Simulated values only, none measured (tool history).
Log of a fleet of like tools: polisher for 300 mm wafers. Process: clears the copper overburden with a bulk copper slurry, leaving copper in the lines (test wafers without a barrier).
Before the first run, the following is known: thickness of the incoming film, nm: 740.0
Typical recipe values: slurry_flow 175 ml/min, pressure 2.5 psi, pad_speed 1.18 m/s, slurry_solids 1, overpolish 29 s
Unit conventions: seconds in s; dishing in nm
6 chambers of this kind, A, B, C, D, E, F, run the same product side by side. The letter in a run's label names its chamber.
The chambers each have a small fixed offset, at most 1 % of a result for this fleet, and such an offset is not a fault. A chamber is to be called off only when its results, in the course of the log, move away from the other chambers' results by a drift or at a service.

run   hour  slurry_flow  pressure  pad_speed  slurry_solids  overpolish  seconds  dishing
 1B    8.8          175       2.5       1.18              1          29   70.972   69.881
 2D   12.9          175       2.5       1.18              1          29   70.273   75.607
      17.2  -- chamber E: slurry nozzle cleaned
      18.7  -- chamber E: slurry blender recalibrated
 3E   19.6          175       2.5       1.18              1          29   70.481   71.179
 4F   24.5          175       2.5       1.18              1          29   70.799   72.826
 5A   29.4          175       2.5       1.18              1          29   70.685   74.953
 6C   33.9          175       2.5       1.18              1          29   70.204   76.654
      37.1  -- chamber D: worn pad replaced by a new one
 7D   41.2          175       2.5       1.18              1          29   69.421   73.851
 8B   48.7          175       2.5       1.18              1          29   70.753   73.832
      50.1  -- chamber A: slurry nozzle cleaned
 9A   54.1          175       2.5       1.18              1          29   70.219   72.584
10C   61.5          175       2.5       1.18              1          29   69.691   72.972
      61.8  -- chamber C: worn pad replaced by a new one
11E   68.6          175       2.5       1.18              1          29   69.396   71.236
        69  -- chamber E: worn pad replaced by a new one
12F   72.8          175       2.5       1.56            1.2          29   50.189   75.942
13E   79.2          175       2.5       1.56            1.2          29   50.356   74.033
      80.7  -- chamber B: worn pad replaced by a new one
14C   85.9          175       2.5       1.56            1.2          29   50.912   74.444
15B   91.3          175       2.5       1.56            1.2          29   51.256   73.313
16A   96.1          175       2.5       1.56            1.2          29   51.234   76.529
      97.4  -- chamber D: worn pad replaced by a new one
       101  -- chamber A: worn pad replaced by a new one
17D    104          175       2.5       1.56            1.2          29    50.65   76.838
     109.9  -- chamber F: head pressure recalibrated
18F  109.9          175       2.5       1.36              1          34   60.149   77.431
     117.7  -- chamber C: slurry blender recalibrated
19D  118.4          175       2.5       1.36              1          34   60.981    76.68
     121.3  -- chamber F: worn pad replaced by a new one
     122.4  -- chamber F: slurry nozzle cleaned
20B  124.8          175       2.5       1.36              1          34   60.834   74.705
21F  133.4          175       2.5       1.36              1          34   61.825   77.327
22C  142.4          175       2.5       1.36              1          34   59.182   77.512
23E  150.7          175       2.5       1.36              1          34   60.993   76.772
24A  157.8          175       2.5       1.18              1          29   69.981   74.728
     162.4  -- chamber D: worn pad replaced by a new one
25B  166.7          175       2.5       1.18              1          29   70.054   74.079
     171.9  -- chamber F: slurry blender recalibrated
26D  173.5          175       2.5       1.18              1          29    71.42   76.216
     179.8  -- chamber C: slurry nozzle cleaned
27F  182.1          175       2.5       1.18              1          29   70.667   74.209
     184.1  -- chamber D: slurry blender recalibrated
28A  188.5          175       2.5       1.18              1          29   70.321   76.436
     193.7  -- chamber E: worn pad replaced by a new one
29C  194.1          175       2.5       1.18              1          29   68.765   72.584
     194.9  -- chamber C: worn pad replaced by a new one
     198.3  -- chamber B: worn pad replaced by a new one
30E  198.7          175       2.5       1.18              1          29   70.539   73.037
31D  207.2          220       2.1       1.18              1          29   80.905   72.519
     210.1  -- chamber E: slurry nozzle cleaned
32B  214.4          220       2.1       1.18              1          29   80.961   70.676
33E  219.6          220       2.1       1.18              1          29   82.553   68.038
     219.8  -- chamber B: slurry blender recalibrated
     222.6  -- chamber D: worn pad replaced by a new one
34F  226.3          220       2.1       1.18              1          29   79.882   69.382
     230.8  -- chamber A: slurry blender recalibrated
35A  233.6          220       2.1       1.18              1          29   80.204   72.034
     235.8  -- chamber E: slurry blender recalibrated
36C  241.4          220       2.1       1.18              1          29   79.996   71.071
     248.6  -- chamber F: worn pad replaced by a new one
37F  249.8          175       2.5       1.18              1          29   69.932   73.605
38E    256          175       2.5       1.18            0.7          29    74.91    73.68
39A  264.8          175       2.5       1.18            0.7          29   76.415   76.087
40D    270          175       2.5       1.18            0.7          29   74.597   73.486
       274  -- chamber B: slurry nozzle cleaned
41C  278.5          175       2.5       1.18            0.7          29   74.711   75.836
42B  285.1          175       2.5       1.18            0.7          29   75.831   73.429

Predict what each chamber gives when all 6 of them run the settings below next.
43A  291.6          175       2.5       1.18              1          29        ?        ?
43B  291.6          175       2.5       1.18              1          29        ?        ?
43C  291.6          175       2.5       1.18              1          29        ?        ?
43D  291.6          175       2.5       1.18              1          29        ?        ?
43E  291.6          175       2.5       1.18              1          29        ?        ?
43F  291.6          175       2.5       1.18              1          29        ?        ?

run  seconds  dishing
43A    70.68    74.62
43B   69.966    72.85
43C   67.894   74.964
43D    69.86   76.264
43E   70.241   74.318
43F   69.606   72.253

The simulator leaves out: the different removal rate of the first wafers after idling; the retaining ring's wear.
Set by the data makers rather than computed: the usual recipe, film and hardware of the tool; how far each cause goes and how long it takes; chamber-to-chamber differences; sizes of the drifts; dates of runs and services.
